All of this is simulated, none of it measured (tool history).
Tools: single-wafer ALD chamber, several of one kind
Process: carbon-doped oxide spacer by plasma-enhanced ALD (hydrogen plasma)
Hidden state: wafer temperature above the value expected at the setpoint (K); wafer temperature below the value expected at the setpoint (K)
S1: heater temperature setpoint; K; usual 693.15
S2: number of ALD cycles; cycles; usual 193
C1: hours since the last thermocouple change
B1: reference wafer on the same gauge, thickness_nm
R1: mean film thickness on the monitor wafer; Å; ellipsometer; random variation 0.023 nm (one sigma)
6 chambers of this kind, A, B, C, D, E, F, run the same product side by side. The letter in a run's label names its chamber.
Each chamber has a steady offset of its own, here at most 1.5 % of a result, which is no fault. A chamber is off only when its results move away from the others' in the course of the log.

run 1C hour=9.3 | S1=693.15 S2=193 | C1=657.8 | B1=8.2483 | R1=91.283
run 2D hour=15.5 | S1=693.15 S2=193 | C1=1092.7 | B1=8.2526 | R1=89.914
run 3A hour=24.1 | S1=693.15 S2=193 | C1=897.8 | B1=8.2488 | R1=90.809
run 4B hour=29.6 | S1=693.15 S2=193 | C1=345.6 | B1=8.2471 | R1=91.275
run 5F hour=38.7 | S1=693.15 S2=193 | C1=799.3 | B1=8.2472 | R1=90.606
run 6E hour=44.1 | S1=693.15 S2=193 | C1=763.7 | B1=8.2495 | R1=90.41
run 7C hour=52 | S1=693.15 S2=193 | C1=700.5 | B1=8.2528 | R1=91.312
run 8E hour=61.7 | S1=701.15 S2=193 | C1=781.3 | B1=8.2464 | R1=88.534
run 9F hour=67.6 | S1=701.15 S2=193 | C1=828.2 | B1=8.255 | R1=87.541
run 10D hour=73.5 | S1=701.15 S2=193 | C1=1150.7 | B1=8.2499 | R1=87.286
run 11A hour=78.7 | S1=701.15 S2=193 | C1=952.4 | B1=8.2502 | R1=88.236
run 12B hour=83.6 | S1=701.15 S2=193 | C1=399.6 | B1=8.2505 | R1=89.288
run 13E hour=92.7 | S1=701.15 S2=193 | C1=812.3 | B1=8.2498 | R1=88.523
run 14F hour=102.7 | S1=693.15 S2=193 | C1=863.3 | B1=8.247 | R1=90.312
run 15A hour=112.9 | S1=693.15 S2=193 | C1=986.6 | B1=8.2573 | R1=90.943
run 16C hour=122.2 | S1=693.15 S2=193 | C1=770.7 | B1=8.2496 | R1=91.464
run 17D hour=130.3 | S1=693.15 S2=193 | C1=1207.5 | B1=8.2501 | R1=89.824
run 18B hour=136.9 | S1=693.15 S2=225 | C1=452.9 | B1=8.2503 | R1=106.68
run 19F hour=143.7 | S1=693.15 S2=225 | C1=904.3 | B1=8.2451 | R1=104.68
run 20A hour=149.7 | S1=693.15 S2=225 | C1=1023.4 | B1=8.2479 | R1=105.82
run 21C hour=159.8 | S1=693.15 S2=225 | C1=808.3 | B1=8.2479 | R1=106.35
run 22D hour=167 | S1=693.15 S2=225 | C1=1244.2 | B1=8.2488 | R1=104.34
run 23B hour=173.4 | S1=693.15 S2=225 | C1=489.4 | B1=8.249 | R1=106.63
run 24E hour=180.1 | S1=693.15 S2=193 | C1=899.7 | B1=8.2516 | R1=90.708
run 25B hour=190.1 | S1=693.15 S2=193 | C1=506.1 | B1=8.2543 | R1=91.415
run 26D hour=196.3 | S1=693.15 S2=193 | C1=1273.5 | B1=8.247 | R1=90.163
run 27A hour=205.2 | S1=693.15 S2=193 | C1=1078.9 | B1=8.2501 | R1=91.047
run 28F hour=213.6 | S1=688.15 S2=193 | C1=974.2 | B1=8.2504 | R1=91.69
run 29C hour=223.5 | S1=688.15 S2=193 | C1=872 | B1=8.2531 | R1=92.809
run 30E hour=228.1 | S1=688.15 S2=193 | C1=947.7 | B1=8.2509 | R1=91.857
run 31B hour=237 | S1=688.15 S2=193 | C1=553 | B1=8.2506 | R1=92.868
run 32D hour=241.7 | S1=688.15 S2=193 | C1=1318.9 | B1=8.2531 | R1=91.346
run 33E hour=248.6 | S1=688.15 S2=193 | C1=968.2 | B1=8.2502 | R1=92.177
run 34A hour=256.2 | S1=693.15 S2=193 | C1=1129.9 | B1=8.2526 | R1=90.876
-- hour=258.9 chamber F: thermocouple changed; heater temperature recalibrated
run 35C hour=266.1 | S1=684.15 S2=218 | C1=914.6 | B1=8.257 | R1=105.68
run 36F hour=275 | S1=684.15 S2=218 | C1=16.1 | B1=8.2456 | R1=105.04

Next, every chamber runs the same settings. What will each give?
run 37A hour=282.3 | S1=680.15 S2=193 | R1=?
run 37B hour=282.3 | S1=680.15 S2=193 | R1=?
run 37C hour=282.3 | S1=680.15 S2=193 | R1=?
run 37D hour=282.3 | S1=680.15 S2=193 | R1=?
run 37E hour=282.3 | S1=680.15 S2=193 | R1=?
run 37F hour=282.3 | S1=680.15 S2=193 | R1=?

run=37A R1=94.448
run=37B R1=95.293
run=37C R1=95.072
run=37D R1=93.809
run=37E R1=94.367
run=37F R1=94.313
